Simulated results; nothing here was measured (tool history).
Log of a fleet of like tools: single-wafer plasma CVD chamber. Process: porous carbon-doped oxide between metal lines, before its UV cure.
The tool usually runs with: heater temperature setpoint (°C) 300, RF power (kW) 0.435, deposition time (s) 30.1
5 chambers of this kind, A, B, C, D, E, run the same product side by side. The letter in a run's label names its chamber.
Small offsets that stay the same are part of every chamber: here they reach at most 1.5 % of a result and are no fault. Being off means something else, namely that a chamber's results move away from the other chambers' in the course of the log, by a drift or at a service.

run	day	heater temperature setpoint (°C)	RF power (kW)	deposition time (s)	hours since the last thermocouple change	hours since the last RF generator calibration	read-back reference wafer on the same gauge, thickness_nm	mean film thickness on the monitor wafer (Å)
1C	0.429	300	0.435	30.1	2511.6	1558.4	156.95	1457.1
2A	0.854	300	0.435	30.1	546.7	620.6	156.79	1494.5
3D	1.2	300	0.435	30.1	1964.6	247.7	156.92	1488.6
4B	1.692	300	0.435	30.1	1962.9	893.7	156.98	1469.4
5E	2.046	300	0.435	30.1	1116.5	580.9	156.97	1472.2
6E	2.558	300	0.435	30.1	1128.8	593.2	156.92	1477.5
7B	3.05	300	0.435	30.1	1995.5	926.3	156.9	1457.5
8A	3.383	300	0.435	30.1	607.4	681.3	157.1	1506.3
# day 3.396: chamber C: thermocouple changed; heater temperature recalibrated
9D	3.708	300	0.435	30.1	2024.8	307.9	156.91	1487.8
10C	3.992	292	0.435	30.1	14.4	1643.9	156.91	1526.1
11A	4.346	292	0.435	30.1	630.5	704.4	156.7	1551.3
12B	4.754	292	0.435	30.1	2036.4	967.2	157.07	1534.8
13C	5.025	292	0.435	30.1	39.2	1668.7	157.15	1526
14E	5.542	292	0.435	30.1	1200.4	664.8	156.97	1558.9
15D	5.812	300	0.435	30.1	2075.3	358.4	156.89	1466.8
16C	6.212	300	0.435	30.1	67.7	1697.2	157.1	1441.9
# day 6.546: chamber C: RF generator calibrated
17E	6.604	300	0.435	30.1	1225.9	690.3	156.9	1473.6
18B	6.917	300	0.435	30.1	2088.3	1019.1	156.87	1460.1
19D	7.225	300	0.435	30.1	2109.2	392.3	157.28	1468.6
20A	7.654	300	0.435	30.1	709.9	783.8	157.17	1485.4
# day 7.721: chamber B: thermocouple changed; heater temperature recalibrated
21C	8.008	300	0.435	30.1	110.8	35.1	156.95	1462.1
22A	8.271	300	0.435	30.1	724.7	798.6	156.98	1484.1
23B	8.575	300	0.435	30.1	20.5	1058.9	157.18	1430.3
24D	8.8	300	0.49	30.1	2147	430.1	156.94	1616.7
25E	9.142	300	0.49	30.1	1286.8	751.2	157.04	1603.5
26E	9.483	300	0.49	30.1	1295	759.4	156.81	1611.2
27C	9.812	300	0.49	30.1	154.1	78.4	157.11	1566.6
28D	10.208	300	0.49	30.1	2180.8	463.9	157.05	1614.4
29A	10.558	300	0.435	30.1	779.6	853.5	157.27	1497.8
30B	10.854	300	0.435	30.1	75.2	1113.6	156.86	1425.4
31B	11.304	300	0.435	30.1	86	1124.4	156.87	1415.8
32E	11.812	300	0.51	26.3	1350.9	815.3	157.11	1452.7
33A	12.329	300	0.51	26.3	822.1	896	157.04	1470.7
34D	12.642	300	0.51	26.3	2239.2	522.3	156.77	1458.5
35C	12.946	300	0.51	26.3	229.3	153.6	156.84	1432.7
36A	13.279	300	0.51	26.3	844.9	918.8	157.34	1456
# day 13.383: chamber A: thermocouple changed; heater temperature recalibrated
37D	13.525	300	0.435	30.1	2260.4	543.5	156.88	1486
38E	13.796	300	0.435	30.1	1398.5	862.9	157.05	1482
39B	14.171	300	0.435	30.1	154.8	1193.2	156.97	1425.9
40C	14.479	300	0.435	30.1	266.1	190.4	157.08	1465.3
41C	14.917	300	0.435	30.1	276.6	200.9	156.92	1467.4
42D	15.317	300	0.435	30.1	2303.4	586.5	156.99	1490.8
43A	15.579	300	0.47	30.1	52.8	974	157.22	1574.2

Is one chamber off against the others, does the gauge drift, or is nothing wrong? If a chamber is off, say which, and what the likeliest cause is.

Chamber B has stood off from the others ever since a service on it.
Cause: wafer temperature above the value expected at the setpoint (K) = 5.02.

Below are 4 candidate recipes for chamber B's next run, each the usual settings with a change, their results shown as question marks. Which of them brings B's results back in line with what the other chambers give on the usual settings?
Counts as in line when no further than this from what the other chambers average on the usual settings: mean film thickness on the monitor wafer (Å) 27
44B-1	15.95	299	0.44	30.7				?
44B-2	15.95	313	0.435	30.1				?
44B-3	15.95	300	0.475	30.1				?
44B-4	15.95	301	0.43	29.5				?

Average result of the remaining chambers running the usual settings: mean film thickness on the monitor wafer (Å) 1475
run	mean film thickness on the monitor wafer (Å)
44B-1	1466.1
44B-2	1322.3
44B-3	1510.5
44B-4	1370.4
The right change is 44B-1: it brings the chamber back within the allowed miss of the others.
